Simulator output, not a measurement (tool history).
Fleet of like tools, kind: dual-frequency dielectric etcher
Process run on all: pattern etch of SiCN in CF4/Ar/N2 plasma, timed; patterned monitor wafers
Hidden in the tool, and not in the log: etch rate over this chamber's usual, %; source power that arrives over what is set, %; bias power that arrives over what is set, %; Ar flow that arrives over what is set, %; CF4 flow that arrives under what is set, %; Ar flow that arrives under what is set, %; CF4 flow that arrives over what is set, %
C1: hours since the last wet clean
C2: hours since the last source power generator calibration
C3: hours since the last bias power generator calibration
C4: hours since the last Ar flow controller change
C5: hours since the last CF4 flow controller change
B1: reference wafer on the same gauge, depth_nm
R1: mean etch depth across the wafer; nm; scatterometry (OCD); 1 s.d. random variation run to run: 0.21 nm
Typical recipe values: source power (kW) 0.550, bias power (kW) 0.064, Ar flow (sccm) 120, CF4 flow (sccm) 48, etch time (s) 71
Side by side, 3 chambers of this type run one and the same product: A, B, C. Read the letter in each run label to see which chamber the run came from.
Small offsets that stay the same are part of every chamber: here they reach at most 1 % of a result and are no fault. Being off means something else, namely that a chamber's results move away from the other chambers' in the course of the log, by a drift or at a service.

run 1C hour=5.1 | source_power_(kW)=0.550 bias_power_(kW)=0.064 Ar_flow_(sccm)=120 CF4_flow_(sccm)=48 etch_time_(s)=71 | C1=370.7 C2=1476.0 C3=126.3 C4=1509.6 C5=605.5 | B1=55.307 | R1=64.295
run 2A hour=16.4 | source_power_(kW)=0.550 bias_power_(kW)=0.064 Ar_flow_(sccm)=120 CF4_flow_(sccm)=48 etch_time_(s)=71 | C1=446.0 C2=1521.2 C3=651.4 C4=621.0 C5=1357.5 | B1=55.299 | R1=63.615
run 3B hour=23.1 | source_power_(kW)=0.550 bias_power_(kW)=0.064 Ar_flow_(sccm)=120 CF4_flow_(sccm)=48 etch_time_(s)=71 | C1=440.2 C2=916.6 C3=1740.7 C4=2759.3 C5=2111.3 | B1=55.320 | R1=63.609
run 4B hour=29.7 | source_power_(kW)=0.550 bias_power_(kW)=0.064 Ar_flow_(sccm)=120 CF4_flow_(sccm)=48 etch_time_(s)=71 | C1=446.8 C2=923.2 C3=1747.3 C4=2765.9 C5=2117.9 | B1=55.329 | R1=63.983
run 5C hour=40.4 | source_power_(kW)=0.550 bias_power_(kW)=0.064 Ar_flow_(sccm)=120 CF4_flow_(sccm)=48 etch_time_(s)=71 | C1=406.0 C2=1511.3 C3=161.6 C4=1544.9 C5=640.8 | B1=55.224 | R1=64.707
run 6A hour=48.0 | source_power_(kW)=0.550 bias_power_(kW)=0.064 Ar_flow_(sccm)=120 CF4_flow_(sccm)=48 etch_time_(s)=71 | C1=477.6 C2=1552.8 C3=683.0 C4=652.6 C5=1389.1 | B1=55.243 | R1=63.421
-- hour=48.8 chamber A: wet clean of the chamber
run 7B hour=53.2 | source_power_(kW)=0.550 bias_power_(kW)=0.064 Ar_flow_(sccm)=120 CF4_flow_(sccm)=48 etch_time_(s)=71 | C1=470.3 C2=946.7 C3=1770.8 C4=2789.4 C5=2141.4 | B1=55.276 | R1=64.020
run 8C hour=60.6 | source_power_(kW)=0.550 bias_power_(kW)=0.064 Ar_flow_(sccm)=120 CF4_flow_(sccm)=48 etch_time_(s)=71 | C1=426.2 C2=1531.5 C3=181.8 C4=1565.1 C5=661.0 | B1=55.299 | R1=64.104
-- hour=63.0 chamber C: wet clean of the chamber
run 9A hour=68.4 | source_power_(kW)=0.550 bias_power_(kW)=0.064 Ar_flow_(sccm)=120 CF4_flow_(sccm)=48 etch_time_(s)=71 | C1=19.6 C2=1573.2 C3=703.4 C4=673.0 C5=1409.5 | B1=55.304 | R1=63.670
run 10C hour=74.6 | source_power_(kW)=0.550 bias_power_(kW)=0.064 Ar_flow_(sccm)=120 CF4_flow_(sccm)=48 etch_time_(s)=71 | C1=11.6 C2=1545.5 C3=195.8 C4=1579.1 C5=675.0 | B1=55.293 | R1=64.229
run 11B hour=81.7 | source_power_(kW)=0.550 bias_power_(kW)=0.064 Ar_flow_(sccm)=120 CF4_flow_(sccm)=48 etch_time_(s)=71 | C1=498.8 C2=975.2 C3=1799.3 C4=2817.9 C5=2169.9 | B1=55.328 | R1=64.072
run 12A hour=88.2 | source_power_(kW)=0.550 bias_power_(kW)=0.064 Ar_flow_(sccm)=120 CF4_flow_(sccm)=48 etch_time_(s)=71 | C1=39.4 C2=1593.0 C3=723.2 C4=692.8 C5=1429.3 | B1=55.295 | R1=63.612
run 13A hour=94.3 | source_power_(kW)=0.550 bias_power_(kW)=0.064 Ar_flow_(sccm)=120 CF4_flow_(sccm)=48 etch_time_(s)=71 | C1=45.5 C2=1599.1 C3=729.3 C4=698.9 C5=1435.4 | B1=55.321 | R1=63.526
run 14C hour=105.5 | source_power_(kW)=0.550 bias_power_(kW)=0.064 Ar_flow_(sccm)=120 CF4_flow_(sccm)=48 etch_time_(s)=71 | C1=42.5 C2=1576.4 C3=226.7 C4=1610.0 C5=705.9 | B1=55.354 | R1=63.888
run 15B hour=116.9 | source_power_(kW)=0.550 bias_power_(kW)=0.064 Ar_flow_(sccm)=120 CF4_flow_(sccm)=48 etch_time_(s)=71 | C1=534.0 C2=1010.4 C3=1834.5 C4=2853.1 C5=2205.1 | B1=55.304 | R1=64.451
run 16A hour=122.7 | source_power_(kW)=0.550 bias_power_(kW)=0.064 Ar_flow_(sccm)=120 CF4_flow_(sccm)=48 etch_time_(s)=71 | C1=73.9 C2=1627.5 C3=757.7 C4=727.3 C5=1463.8 | B1=55.293 | R1=63.687
run 17B hour=127.8 | source_power_(kW)=0.550 bias_power_(kW)=0.064 Ar_flow_(sccm)=120 CF4_flow_(sccm)=48 etch_time_(s)=71 | C1=544.9 C2=1021.3 C3=1845.4 C4=2864.0 C5=2216.0 | B1=55.279 | R1=64.528
run 18C hour=135.3 | source_power_(kW)=0.430 bias_power_(kW)=0.064 Ar_flow_(sccm)=144 CF4_flow_(sccm)=48 etch_time_(s)=71 | C1=72.3 C2=1606.2 C3=256.5 C4=1639.8 C5=735.7 | B1=55.265 | R1=50.320
run 19A hour=145.7 | source_power_(kW)=0.430 bias_power_(kW)=0.064 Ar_flow_(sccm)=144 CF4_flow_(sccm)=48 etch_time_(s)=71 | C1=96.9 C2=1650.5 C3=780.7 C4=750.3 C5=1486.8 | B1=55.331 | R1=49.636
run 20B hour=155.4 | source_power_(kW)=0.430 bias_power_(kW)=0.064 Ar_flow_(sccm)=144 CF4_flow_(sccm)=48 etch_time_(s)=71 | C1=572.5 C2=1048.9 C3=1873.0 C4=2891.6 C5=2243.6 | B1=55.350 | R1=51.255
run 21C hour=164.4 | source_power_(kW)=0.550 bias_power_(kW)=0.064 Ar_flow_(sccm)=120 CF4_flow_(sccm)=48 etch_time_(s)=71 | C1=101.4 C2=1635.3 C3=285.6 C4=1668.9 C5=764.8 | B1=55.320 | R1=63.994

All 3 chambers run these settings next. Forecast each chamber's results:
run 22A hour=172.6 | source_power_(kW)=0.550 bias_power_(kW)=0.064 Ar_flow_(sccm)=120 CF4_flow_(sccm)=48 etch_time_(s)=71 | R1=?
run 22B hour=172.6 | source_power_(kW)=0.550 bias_power_(kW)=0.064 Ar_flow_(sccm)=120 CF4_flow_(sccm)=48 etch_time_(s)=71 | R1=?
run 22C hour=172.6 | source_power_(kW)=0.550 bias_power_(kW)=0.064 Ar_flow_(sccm)=120 CF4_flow_(sccm)=48 etch_time_(s)=71 | R1=?

run=22A R1=63.380
run=22B R1=65.453
run=22C R1=64.120
